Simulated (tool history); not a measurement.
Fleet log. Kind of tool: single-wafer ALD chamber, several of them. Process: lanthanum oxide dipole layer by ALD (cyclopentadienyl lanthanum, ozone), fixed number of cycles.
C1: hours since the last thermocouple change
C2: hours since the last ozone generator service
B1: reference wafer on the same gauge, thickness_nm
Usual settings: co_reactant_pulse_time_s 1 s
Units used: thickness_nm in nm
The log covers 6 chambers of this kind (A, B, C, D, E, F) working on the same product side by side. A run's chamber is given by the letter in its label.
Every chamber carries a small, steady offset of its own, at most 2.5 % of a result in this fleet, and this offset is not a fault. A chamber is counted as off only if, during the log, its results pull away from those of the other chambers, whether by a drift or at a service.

-- hour=5.3 chamber B: thermocouple changed; heater temperature recalibrated
run 1F hour=13.2 | co_reactant_pulse_time_s=1 | C1=1545.7 C2=1136.8 | B1=0.42579 | thickness_nm=0.50531
run 2E hour=23.8 | co_reactant_pulse_time_s=1 | C1=480.3 C2=32.9 | B1=0.42632 | thickness_nm=0.50363
run 3C hour=32.9 | co_reactant_pulse_time_s=1 | C1=1628.4 C2=1856.8 | B1=0.42632 | thickness_nm=0.49777
run 4D hour=45.8 | co_reactant_pulse_time_s=1 | C1=239.1 C2=113.9 | B1=0.42533 | thickness_nm=0.49976
run 5A hour=54.6 | co_reactant_pulse_time_s=1 | C1=702.8 C2=962.7 | B1=0.42639 | thickness_nm=0.51055
run 6B hour=66.4 | co_reactant_pulse_time_s=1 | C1=61.1 C2=301.4 | B1=0.42591 | thickness_nm=0.49654
run 7B hour=75.1 | co_reactant_pulse_time_s=1 | C1=69.8 C2=310.1 | B1=0.42587 | thickness_nm=0.49509
run 8F hour=84.2 | co_reactant_pulse_time_s=1 | C1=1616.7 C2=1207.8 | B1=0.42623 | thickness_nm=0.50234
run 9C hour=93 | co_reactant_pulse_time_s=1 | C1=1688.5 C2=1916.9 | B1=0.42579 | thickness_nm=0.49886
run 10E hour=103.5 | co_reactant_pulse_time_s=1 | C1=560 C2=112.6 | B1=0.42611 | thickness_nm=0.50627
-- hour=111.6 chamber C: ozone generator serviced
run 11A hour=117.6 | co_reactant_pulse_time_s=1.35 | C1=765.8 C2=1025.7 | B1=0.42604 | thickness_nm=0.55282
run 12D hour=129.3 | co_reactant_pulse_time_s=1.35 | C1=322.6 C2=197.4 | B1=0.4258 | thickness_nm=0.53841
run 13D hour=142.7 | co_reactant_pulse_time_s=1.35 | C1=336 C2=210.8 | B1=0.42624 | thickness_nm=0.54444
run 14A hour=156.3 | co_reactant_pulse_time_s=1.35 | C1=804.5 C2=1064.4 | B1=0.4256 | thickness_nm=0.54516
-- hour=165.7 chamber A: ozone generator serviced
run 15E hour=167.6 | co_reactant_pulse_time_s=1.35 | C1=624.1 C2=176.7 | B1=0.42575 | thickness_nm=0.54556
run 16B hour=182.7 | co_reactant_pulse_time_s=1.35 | C1=177.4 C2=417.7 | B1=0.42598 | thickness_nm=0.53294
run 17C hour=193.4 | co_reactant_pulse_time_s=1 | C1=1788.9 C2=81.8 | B1=0.42588 | thickness_nm=0.5027
-- hour=208.2 chamber F: ozone generator serviced
run 18F hour=208.6 | co_reactant_pulse_time_s=1 | C1=1741.1 C2=0.4 | B1=0.42639 | thickness_nm=0.50614
-- hour=213.2 chamber F: thermocouple changed; heater temperature recalibrated
run 19B hour=219.5 | co_reactant_pulse_time_s=1 | C1=214.2 C2=454.5 | B1=0.42582 | thickness_nm=0.48832
run 20A hour=228.4 | co_reactant_pulse_time_s=0.79 | C1=876.6 C2=62.7 | B1=0.42592 | thickness_nm=0.47286
run 21C hour=237.8 | co_reactant_pulse_time_s=0.79 | C1=1833.3 C2=126.2 | B1=0.42644 | thickness_nm=0.45562
run 22E hour=249.2 | co_reactant_pulse_time_s=0.79 | C1=705.7 C2=258.3 | B1=0.42594 | thickness_nm=0.46839
run 23F hour=259.8 | co_reactant_pulse_time_s=0.79 | C1=46.6 C2=51.6 | B1=0.42582 | thickness_nm=0.4611
run 24D hour=275.5 | co_reactant_pulse_time_s=0.79 | C1=468.8 C2=343.6 | B1=0.42573 | thickness_nm=0.4629
run 25D hour=290.2 | co_reactant_pulse_time_s=0.79 | C1=483.5 C2=358.3 | B1=0.4261 | thickness_nm=0.4648
run 26E hour=297.5 | co_reactant_pulse_time_s=1 | C1=754 C2=306.6 | B1=0.42624 | thickness_nm=0.5086
run 27B hour=312.7 | co_reactant_pulse_time_s=1 | C1=307.4 C2=547.7 | B1=0.42569 | thickness_nm=0.48017
run 28A hour=323.1 | co_reactant_pulse_time_s=1 | C1=971.3 C2=157.4 | B1=0.42623 | thickness_nm=0.51193
run 29F hour=337.4 | co_reactant_pulse_time_s=1 | C1=124.2 C2=129.2 | B1=0.42642 | thickness_nm=0.50551
run 30C hour=349.9 | co_reactant_pulse_time_s=1.24 | C1=1945.4 C2=238.3 | B1=0.42626 | thickness_nm=0.52604
run 31E hour=365.6 | co_reactant_pulse_time_s=1.24 | C1=822.1 C2=374.7 | B1=0.42626 | thickness_nm=0.53644
run 32C hour=373.1 | co_reactant_pulse_time_s=1.24 | C1=1968.6 C2=261.5 | B1=0.42565 | thickness_nm=0.52549
run 33A hour=386.5 | co_reactant_pulse_time_s=1.24 | C1=1034.7 C2=220.8 | B1=0.42616 | thickness_nm=0.54312
run 34D hour=393.8 | co_reactant_pulse_time_s=1.24 | C1=587.1 C2=461.9 | B1=0.42574 | thickness_nm=0.52794
run 35B hour=404.6 | co_reactant_pulse_time_s=1.24 | C1=399.3 C2=639.6 | B1=0.42576 | thickness_nm=0.51303
run 36F hour=412 | co_reactant_pulse_time_s=1 | C1=198.8 C2=203.8 | B1=0.4264 | thickness_nm=0.50964
run 37A hour=423.7 | co_reactant_pulse_time_s=1 | C1=1071.9 C2=258 | B1=0.42525 | thickness_nm=0.51006
run 38C hour=437.4 | co_reactant_pulse_time_s=1 | C1=2032.9 C2=325.8 | B1=0.42551 | thickness_nm=0.49469
run 39E hour=452.1 | co_reactant_pulse_time_s=1 | C1=908.6 C2=461.2 | B1=0.42587 | thickness_nm=0.50705
run 40F hour=460.9 | co_reactant_pulse_time_s=1 | C1=247.7 C2=252.7 | B1=0.42572 | thickness_nm=0.50492
run 41D hour=470.7 | co_reactant_pulse_time_s=1 | C1=664 C2=538.8 | B1=0.42653 | thickness_nm=0.50216
run 42B hour=484.9 | co_reactant_pulse_time_s=1 | C1=479.6 C2=719.9 | B1=0.42577 | thickness_nm=0.46878

Does one chamber stand apart from the rest, does the shared gauge drift, or is all well apart from small per-chamber offsets? Give the chamber and the most likely cause, where there is one.

Little by little, chamber B moves away from the other chambers.
Likeliest cause: ozone dose below that of a generator just serviced (%) = 15.5.

Below are 4 candidate recipes for chamber B's next run, each the usual settings with a change, their results shown as question marks. Which of them brings B's results back in line with what the other chambers give on the usual settings?
Allowed miss from the other chambers' usual-settings mean, per result, to count as in line: thickness_nm 0.009 nm
run 43B-1 hour=496.3 | co_reactant_pulse_time_s=0.85 | thickness_nm=?
run 43B-2 hour=496.3 | co_reactant_pulse_time_s=1.23 | thickness_nm=?
run 43B-3 hour=496.3 | co_reactant_pulse_time_s=0.92 | thickness_nm=?
run 43B-4 hour=496.3 | co_reactant_pulse_time_s=1.08 | thickness_nm=?

What the other chambers average on the usual settings: thickness_nm 0.50499 nm
run=43B-1 thickness_nm=0.43774
run=43B-2 thickness_nm=0.50341
run=43B-3 thickness_nm=0.45324
run=43B-4 thickness_nm=0.48242
Change 43B-2 lands the chamber within the allowed miss of the other chambers.

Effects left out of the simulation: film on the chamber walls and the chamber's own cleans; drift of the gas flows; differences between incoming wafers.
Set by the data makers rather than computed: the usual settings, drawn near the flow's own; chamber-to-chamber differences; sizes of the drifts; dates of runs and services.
